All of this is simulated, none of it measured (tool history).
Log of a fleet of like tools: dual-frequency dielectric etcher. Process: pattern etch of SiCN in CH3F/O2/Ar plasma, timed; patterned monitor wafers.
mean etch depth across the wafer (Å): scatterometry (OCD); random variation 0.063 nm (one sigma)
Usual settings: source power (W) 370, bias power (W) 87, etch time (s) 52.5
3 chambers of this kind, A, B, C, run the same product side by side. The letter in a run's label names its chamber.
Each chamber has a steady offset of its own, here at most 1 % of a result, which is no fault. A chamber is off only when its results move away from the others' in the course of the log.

run   hour  source power (W)  bias power (W)  etch time (s)  hours since the last wet clean  hours since the last source power generator calibration  hours since the last bias power generator calibration  read-back reference wafer on the same gauge, depth_nm  mean etch depth across the wafer (Å)
 1C    7.5               370              87           52.5                           421.8                                                   1419.4                                                  632.7                                                 18.613                                203.39
 2B   20.7               370              87           52.5                           455.2                                                    791.7                                                 1002.8                                                 18.588                                204.05
 3A   31.1               370              87           52.5                           190.9                                                   1590.2                                                 1595.3                                                 18.603                                204.38
 4B   40.3               370              87           52.5                           474.8                                                    811.3                                                 1022.4                                                 18.604                                205.08
 5C   52.5               370              87           52.5                           466.8                                                   1464.4                                                  677.7                                                 18.594                                203.13
 6A   65.4               370              87           52.5                           225.2                                                   1624.5                                                 1629.6                                                 18.606                                203.97
 7C   79.3               370              87           52.5                           493.6                                                   1491.2                                                  704.5                                                 18.606                                203.25
 8B   93.5               370              87           52.5                             528                                                    864.5                                                 1075.6                                                 18.589                                204.32
 9A  104.8               370              87           52.5                           264.6                                                   1663.9                                                   1669                                                 18.578                                203.42
10A  111.2               370              87           52.5                             271                                                   1670.3                                                 1675.4                                                 18.594                                203.48
11C  120.2               370              87             59                           534.5                                                   1532.1                                                  745.4                                                 18.604                                228.56
12B    127               370              87             59                           561.5                                                      898                                                 1109.1                                                 18.598                                229.78
13A  135.6               370              87             59                           295.4                                                   1694.7                                                 1699.8                                                 18.604                                230.12
14B  142.9               370              87           52.5                           577.4                                                    913.9                                                   1125                                                 18.586                                204.91
15C  149.3               370              87           52.5                           563.6                                                   1561.2                                                  774.5                                                  18.59                                202.98
16A  160.6               370              87           52.5                           320.4                                                   1719.7                                                 1724.8                                                 18.607                                 204.5
17C  167.3               370              87           52.5                           581.6                                                   1579.2                                                  792.5                                                 18.614                                203.07
18B  173.7               370              87           52.5                           608.2                                                    944.7                                                 1155.8                                                 18.608                                205.05
19B  183.5               370              87           52.5                             618                                                    954.5                                                 1165.6                                                 18.609                                204.76
     187.2  -- chamber B: wet clean of the chamber
20A  195.1               370              87           52.5                           354.9                                                   1754.2                                                 1759.3                                                 18.616                                204.42
     206.1  -- chamber C: wet clean of the chamber
21C  207.7               370              87           52.5                             1.7                                                   1619.6                                                  832.9                                                 18.608                                202.76
22B  220.7               370              87           52.5                            33.5                                                    991.7                                                 1202.8                                                 18.582                                 210.2
23C  229.9               370              87           52.5                            23.9                                                   1641.8                                                  855.1                                                 18.606                                203.38
24A    240               370              87           52.5                           399.8                                                   1799.1                                                 1804.2                                                  18.59                                203.97
25A  253.2               370              74             59                             413                                                   1812.3                                                 1817.4                                                 18.604                                216.15
26C    260               370              74             59                              54                                                   1671.9                                                  885.2                                                  18.59                                214.66
27B  267.7               370              74             59                            80.5                                                   1038.7                                                 1249.8                                                   18.6                                223.98
28B  278.5               370              87           52.5                            91.3                                                   1049.5                                                 1260.6                                                 18.605                                211.27
29C  291.5               370              87           52.5                            85.5                                                   1703.4                                                  916.7                                                 18.598                                203.52
30A  305.1               370              87           52.5                           464.9                                                   1864.2                                                 1869.3                                                 18.582                                 204.8
31C  312.5               370              87           52.5                           106.5                                                   1724.4                                                  937.7                                                 18.604                                203.26
32A  326.1               370              87           52.5                           485.9                                                   1885.2                                                 1890.3                                                 18.593                                204.07

What goes on in this fleet: one chamber off, a drifting gauge, or nothing beyond the chambers' own small offsets? Name the chamber and the cause, if any.

A service left chamber B off against the others.
Cause: etch rate over this chamber's usual, % = 3.23.

Here are 4 candidates for chamber B's next run, each the usual settings with a change, their results left as question marks. Which one brings its results back in line with what the others give on the usual settings?
In line means no further than this from the other chambers' mean on the usual settings: mean etch depth across the wafer (Å) 2.2
33B-1  336.6               380              88           55.5                                                                                                                                                                                                                                            ?
33B-2  336.6               370              87           54.5                                                                                                                                                                                                                                            ?
33B-3  336.6               370              86           49.5                                                                                                                                                                                                                                            ?
33B-4  336.6               370              87           50.5                                                                                                                                                                                                                                            ?

The other chambers' mean on the usual settings: mean etch depth across the wafer (Å) 203.78
  run  mean etch depth across the wafer (Å)
33B-1                                226.82
33B-2                                219.61
33B-3                                198.61
33B-4                                203.49
33B-4 brings the chamber back in line.
